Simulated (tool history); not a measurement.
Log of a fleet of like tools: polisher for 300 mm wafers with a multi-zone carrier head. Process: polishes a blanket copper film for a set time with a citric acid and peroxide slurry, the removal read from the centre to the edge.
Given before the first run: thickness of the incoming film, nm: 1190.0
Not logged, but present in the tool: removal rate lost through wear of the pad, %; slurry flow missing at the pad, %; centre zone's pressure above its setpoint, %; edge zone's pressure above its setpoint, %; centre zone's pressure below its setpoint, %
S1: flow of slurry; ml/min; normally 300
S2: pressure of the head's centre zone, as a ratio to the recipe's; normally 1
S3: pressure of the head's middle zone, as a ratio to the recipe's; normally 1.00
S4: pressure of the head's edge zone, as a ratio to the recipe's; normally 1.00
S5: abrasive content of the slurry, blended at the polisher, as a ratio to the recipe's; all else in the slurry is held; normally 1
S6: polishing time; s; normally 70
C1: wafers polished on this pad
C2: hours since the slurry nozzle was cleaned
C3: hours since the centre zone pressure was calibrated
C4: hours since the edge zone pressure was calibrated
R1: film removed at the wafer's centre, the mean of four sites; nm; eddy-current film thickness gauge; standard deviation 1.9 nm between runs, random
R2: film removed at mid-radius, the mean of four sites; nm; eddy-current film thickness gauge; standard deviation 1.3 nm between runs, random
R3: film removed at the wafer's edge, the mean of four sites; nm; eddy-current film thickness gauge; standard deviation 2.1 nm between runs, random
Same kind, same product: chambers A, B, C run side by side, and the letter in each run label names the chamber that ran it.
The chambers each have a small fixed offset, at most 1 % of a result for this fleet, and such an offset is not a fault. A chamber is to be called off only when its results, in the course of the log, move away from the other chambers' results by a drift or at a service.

{"hour": 3.2, "done": "chamber A: worn pad replaced by a new one"}
{"run": "1C", "hour": 4.2, "S1": 300, "S2": 1, "S3": 1.0, "S4": 1.0, "S5": 1, "S6": 70, "C1": 327, "C2": 531.5, "C3": 739.0, "C4": 79.0, "R1": 147.25, "R2": 150.15, "R3": 150.74}
{"run": "2A", "hour": 9.1, "S1": 300, "S2": 1, "S3": 1.0, "S4": 1.0, "S5": 1, "S6": 70, "C1": 54, "C2": 520.3, "C3": 184.7, "C4": 152.0, "R1": 149.13, "R2": 151.78, "R3": 149.98}
{"run": "3B", "hour": 14.8, "S1": 300, "S2": 1, "S3": 1.0, "S4": 1.0, "S5": 1, "S6": 70, "C1": 473, "C2": 409.3, "C3": 262.0, "C4": 123.1, "R1": 151.9, "R2": 150.78, "R3": 153.12}
{"run": "4C", "hour": 21.7, "S1": 300, "S2": 1, "S3": 1.0, "S4": 1.0, "S5": 1, "S6": 70, "C1": 488, "C2": 549.0, "C3": 756.5, "C4": 96.5, "R1": 152.46, "R2": 152.01, "R3": 152.8}
{"hour": 24.6, "done": "chamber B: worn pad replaced by a new one"}
{"run": "5A", "hour": 27.9, "S1": 300, "S2": 1, "S3": 1.0, "S4": 1.0, "S5": 1, "S6": 70, "C1": 228, "C2": 539.1, "C3": 203.5, "C4": 170.8, "R1": 149.97, "R2": 148.58, "R3": 151.49}
{"run": "6B", "hour": 33.1, "S1": 300, "S2": 1, "S3": 1.0, "S4": 1.0, "S5": 1, "S6": 70, "C1": 78, "C2": 427.6, "C3": 280.3, "C4": 141.4, "R1": 152.2, "R2": 153.42, "R3": 149.69}
{"run": "7A", "hour": 39.5, "S1": 300, "S2": 1, "S3": 1.0, "S4": 1.0, "S5": 1, "S6": 70, "C1": 335, "C2": 550.7, "C3": 215.1, "C4": 182.4, "R1": 148.56, "R2": 148.74, "R3": 151.52}
{"run": "8B", "hour": 46.0, "S1": 300, "S2": 1, "S3": 1.0, "S4": 1.0, "S5": 1, "S6": 70, "C1": 197, "C2": 440.5, "C3": 293.2, "C4": 154.3, "R1": 151.12, "R2": 151.71, "R3": 149.66}
{"run": "9C", "hour": 51.0, "S1": 300, "S2": 1, "S3": 1.0, "S4": 1.0, "S5": 1, "S6": 70, "C1": 758, "C2": 578.3, "C3": 785.8, "C4": 125.8, "R1": 148.46, "R2": 149.7, "R3": 152.14}
{"hour": 55.2, "done": "chamber A: slurry nozzle cleaned"}
{"run": "10A", "hour": 56.4, "S1": 300, "S2": 1, "S3": 1.0, "S4": 1.0, "S5": 1, "S6": 70, "C1": 490, "C2": 1.2, "C3": 232.0, "C4": 199.3, "R1": 149.6, "R2": 151.6, "R3": 151.59}
{"run": "11B", "hour": 62.6, "S1": 300, "S2": 1, "S3": 1.0, "S4": 1.0, "S5": 1, "S6": 51, "C1": 350, "C2": 457.1, "C3": 309.8, "C4": 170.9, "R1": 110.84, "R2": 109.91, "R3": 110.71}
{"run": "12C", "hour": 67.2, "S1": 300, "S2": 1, "S3": 1.0, "S4": 1.0, "S5": 1, "S6": 51, "C1": 908, "C2": 594.5, "C3": 802.0, "C4": 142.0, "R1": 111.19, "R2": 109.61, "R3": 108.22}
{"hour": 72.4, "done": "chamber C: worn pad replaced by a new one"}
{"run": "13C", "hour": 73.4, "S1": 300, "S2": 1, "S3": 1.0, "S4": 1.0, "S5": 1, "S6": 51, "C1": 9, "C2": 600.7, "C3": 808.2, "C4": 148.2, "R1": 110.37, "R2": 110.95, "R3": 111.5}
{"hour": 74.4, "done": "chamber B: worn pad replaced by a new one"}
{"run": "14B", "hour": 80.3, "S1": 300, "S2": 1, "S3": 1.0, "S4": 1.0, "S5": 1, "S6": 82, "C1": 55, "C2": 474.8, "C3": 327.5, "C4": 188.6, "R1": 181.19, "R2": 179.81, "R3": 177.04}
{"run": "15A", "hour": 85.3, "S1": 300, "S2": 1, "S3": 1.0, "S4": 1.0, "S5": 1, "S6": 82, "C1": 757, "C2": 30.1, "C3": 260.9, "C4": 228.2, "R1": 174.43, "R2": 179.83, "R3": 174.69}
{"hour": 86.0, "done": "chamber C: slurry nozzle cleaned"}
{"run": "16A", "hour": 89.8, "S1": 300, "S2": 1, "S3": 1.0, "S4": 1.0, "S5": 1, "S6": 82, "C1": 798, "C2": 34.6, "C3": 265.4, "C4": 232.7, "R1": 177.78, "R2": 179.36, "R3": 173.54}
{"run": "17B", "hour": 96.8, "S1": 300, "S2": 1, "S3": 1.0, "S4": 1.0, "S5": 1, "S6": 70, "C1": 207, "C2": 491.3, "C3": 344.0, "C4": 205.1, "R1": 150.64, "R2": 149.66, "R3": 155.82}
{"run": "18C", "hour": 104.7, "S1": 300, "S2": 1, "S3": 1.0, "S4": 1.0, "S5": 1, "S6": 70, "C1": 298, "C2": 18.7, "C3": 839.5, "C4": 179.5, "R1": 151.19, "R2": 151.86, "R3": 152.59}
{"run": "19B", "hour": 111.5, "S1": 300, "S2": 1, "S3": 1.0, "S4": 1.05, "S5": 1, "S6": 70, "C1": 342, "C2": 506.0, "C3": 358.7, "C4": 219.8, "R1": 151.03, "R2": 148.33, "R3": 160.08}
{"run": "20A", "hour": 115.5, "S1": 300, "S2": 1, "S3": 1.0, "S4": 1.05, "S5": 1, "S6": 70, "C1": 1035, "C2": 60.3, "C3": 291.1, "C4": 258.4, "R1": 147.64, "R2": 151.39, "R3": 151.99}
{"run": "21C", "hour": 119.1, "S1": 300, "S2": 1, "S3": 1.0, "S4": 1.05, "S5": 1, "S6": 70, "C1": 431, "C2": 33.1, "C3": 853.9, "C4": 193.9, "R1": 152.74, "R2": 151.93, "R3": 152.32}
{"run": "22C", "hour": 124.1, "S1": 300, "S2": 1, "S3": 1.0, "S4": 1.0, "S5": 1, "S6": 70, "C1": 477, "C2": 38.1, "C3": 858.9, "C4": 198.9, "R1": 154.98, "R2": 147.87, "R3": 153.03}
{"run": "23B", "hour": 128.5, "S1": 300, "S2": 1, "S3": 1.0, "S4": 1.0, "S5": 1, "S6": 70, "C1": 499, "C2": 523.0, "C3": 375.7, "C4": 236.8, "R1": 150.44, "R2": 149.15, "R3": 148.42}
{"hour": 131.7, "done": "chamber B: worn pad replaced by a new one"}
{"run": "24A", "hour": 136.2, "S1": 300, "S2": 1, "S3": 1.0, "S4": 1.0, "S5": 1, "S6": 70, "C1": 1226, "C2": 81.0, "C3": 311.8, "C4": 279.1, "R1": 148.69, "R2": 153.14, "R3": 147.06}
{"run": "25C", "hour": 143.4, "S1": 300, "S2": 1, "S3": 1.0, "S4": 1.0, "S5": 1, "S6": 70, "C1": 655, "C2": 57.4, "C3": 878.2, "C4": 218.2, "R1": 152.26, "R2": 147.47, "R3": 151.73}
{"hour": 150.4, "done": "chamber C: centre zone pressure recalibrated"}
{"run": "26B", "hour": 150.9, "S1": 300, "S2": 1, "S3": 1.0, "S4": 1.09, "S5": 1, "S6": 70, "C1": 177, "C2": 545.4, "C3": 398.1, "C4": 259.2, "R1": 152.15, "R2": 149.96, "R3": 159.8}
{"run": "27A", "hour": 158.1, "S1": 300, "S2": 1, "S3": 1.0, "S4": 1.09, "S5": 1, "S6": 70, "C1": 1428, "C2": 102.9, "C3": 333.7, "C4": 301.0, "R1": 152.75, "R2": 151.62, "R3": 158.74}
{"hour": 160.4, "done": "chamber A: worn pad replaced by a new one"}
{"run": "28A", "hour": 161.7, "S1": 300, "S2": 1, "S3": 1.0, "S4": 1.09, "S5": 1, "S6": 70, "C1": 11, "C2": 106.5, "C3": 337.3, "C4": 304.6, "R1": 150.19, "R2": 151.81, "R3": 158.11}
{"run": "29B", "hour": 168.8, "S1": 300, "S2": 1, "S3": 1.0, "S4": 1.0, "S5": 1, "S6": 70, "C1": 342, "C2": 563.3, "C3": 416.0, "C4": 277.1, "R1": 147.74, "R2": 148.7, "R3": 149.34}
{"run": "30C", "hour": 175.3, "S1": 300, "S2": 1, "S3": 1.0, "S4": 1.0, "S5": 1, "S6": 70, "C1": 949, "C2": 89.3, "C3": 25.0, "C4": 250.1, "R1": 148.83, "R2": 148.47, "R3": 148.46}
{"run": "31C", "hour": 179.9, "S1": 300, "S2": 1, "S3": 1.0, "S4": 1.0, "S5": 1, "S6": 70, "C1": 991, "C2": 93.9, "C3": 29.6, "C4": 254.7, "R1": 149.41, "R2": 148.69, "R3": 153.81}
{"hour": 183.9, "done": "chamber C: worn pad replaced by a new one"}
{"run": "32A", "hour": 187.4, "S1": 300, "S2": 1, "S3": 1.0, "S4": 1.0, "S5": 1, "S6": 70, "C1": 248, "C2": 132.2, "C3": 363.0, "C4": 330.3, "R1": 151.79, "R2": 151.09, "R3": 149.56}
{"run": "33B", "hour": 191.9, "S1": 300, "S2": 1, "S3": 1.0, "S4": 1.0, "S5": 1, "S6": 70, "C1": 554, "C2": 586.4, "C3": 439.1, "C4": 300.2, "R1": 147.69, "R2": 145.28, "R3": 148.45}
{"hour": 195.2, "done": "chamber B: worn pad replaced by a new one"}
{"run": "34B", "hour": 198.5, "S1": 300, "S2": 1, "S3": 1.06, "S4": 1.0, "S5": 1, "S6": 70, "C1": 31, "C2": 593.0, "C3": 445.7, "C4": 306.8, "R1": 148.42, "R2": 155.14, "R3": 147.17}
{"run": "35C", "hour": 206.2, "S1": 300, "S2": 1, "S3": 1.06, "S4": 1.0, "S5": 1, "S6": 70, "C1": 206, "C2": 120.2, "C3": 55.9, "C4": 281.0, "R1": 151.28, "R2": 157.93, "R3": 152.37}
{"hour": 210.5, "done": "chamber B: centre zone pressure recalibrated"}
{"run": "36A", "hour": 211.9, "S1": 300, "S2": 1, "S3": 1.06, "S4": 1.0, "S5": 1, "S6": 70, "C1": 474, "C2": 156.7, "C3": 387.5, "C4": 354.8, "R1": 149.56, "R2": 159.21, "R3": 152.43}
{"run": "37B", "hour": 216.4, "S1": 300, "S2": 1, "S3": 1.0, "S4": 1.0, "S5": 1, "S6": 70, "C1": 196, "C2": 610.9, "C3": 5.9, "C4": 324.7, "R1": 140.77, "R2": 147.12, "R3": 144.51}
{"run": "38C", "hour": 220.0, "S1": 300, "S2": 1, "S3": 1.0, "S4": 1.0, "S5": 1, "S6": 70, "C1": 333, "C2": 134.0, "C3": 69.7, "C4": 294.8, "R1": 154.63, "R2": 151.73, "R3": 150.24}
{"run": "39A", "hour": 224.5, "S1": 300, "S2": 1, "S3": 1.0, "S4": 1.0, "S5": 1, "S6": 70, "C1": 590, "C2": 169.3, "C3": 400.1, "C4": 367.4, "R1": 147.26, "R2": 149.5, "R3": 150.15}
{"run": "40B", "hour": 229.8, "S1": 300, "S2": 1, "S3": 1.0, "S4": 1.0, "S5": 1, "S6": 70, "C1": 319, "C2": 624.3, "C3": 19.3, "C4": 338.1, "R1": 146.91, "R2": 143.07, "R3": 148.33}
{"run": "41A", "hour": 237.0, "S1": 300, "S2": 1, "S3": 1.0, "S4": 1.08, "S5": 1, "S6": 70, "C1": 706, "C2": 181.8, "C3": 412.6, "C4": 379.9, "R1": 151.13, "R2": 152.54, "R3": 154.99}
{"run": "42C", "hour": 244.1, "S1": 300, "S2": 1, "S3": 1.0, "S4": 1.08, "S5": 1, "S6": 70, "C1": 555, "C2": 158.1, "C3": 93.8, "C4": 318.9, "R1": 146.22, "R2": 152.35, "R3": 154.38}
{"run": "43C", "hour": 250.6, "S1": 300, "S2": 1, "S3": 1.0, "S4": 1.08, "S5": 1, "S6": 70, "C1": 615, "C2": 164.6, "C3": 100.3, "C4": 325.4, "R1": 146.13, "R2": 150.47, "R3": 157.08}

Is one chamber out of step, is the gauge drifting, or do the chambers differ by no more than their own small offsets? For an off chamber, give its letter and the likeliest cause.

Little by little, chamber B moves away from the other chambers.
Most likely cause: slurry flow missing at the pad, % = 41.5.

Chamber B could run next with any of the 4 candidate recipes listed below; each alters the usual settings, and their results appear as question marks. Which one brings its results back in line with what the other chambers deliver on the usual settings?
In line here means within this much of the mean the other chambers give on the usual settings: R1 6.60 nm; R2 4.50 nm; R3 7.30 nm
{"run": "44B-1", "hour": 256.3, "S1": 310, "S2": 1.02, "S3": 1.02, "S4": 0.99, "S5": 1, "S6": 78, "R1": "?", "R2": "?", "R3": "?"}
{"run": "44B-2", "hour": 256.3, "S1": 295, "S2": 0.99, "S3": 0.99, "S4": 1.01, "S5": 1, "S6": 67, "R1": "?", "R2": "?", "R3": "?"}
{"run": "44B-3", "hour": 256.3, "S1": 305, "S2": 1.01, "S3": 1.01, "S4": 0.99, "S5": 1, "S6": 73, "R1": "?", "R2": "?", "R3": "?"}
{"run": "44B-4", "hour": 256.3, "S1": 290, "S2": 0.97, "S3": 0.98, "S4": 1.02, "S5": 1, "S6": 63, "R1": "?", "R2": "?", "R3": "?"}

Usual-settings mean across the other chambers: R1 149.97 nm; R2 150.45 nm; R3 150.87 nm
run=44B-1 R1=160.27 R2=161.55 R3=160.00
run=44B-2 R1=131.99 R2=133.99 R3=138.13
run=44B-3 R1=147.94 R2=149.46 R3=149.47
run=44B-4 R1=120.95 R2=124.49 R3=130.31
With 44B-3, the chamber falls back in line with the rest.

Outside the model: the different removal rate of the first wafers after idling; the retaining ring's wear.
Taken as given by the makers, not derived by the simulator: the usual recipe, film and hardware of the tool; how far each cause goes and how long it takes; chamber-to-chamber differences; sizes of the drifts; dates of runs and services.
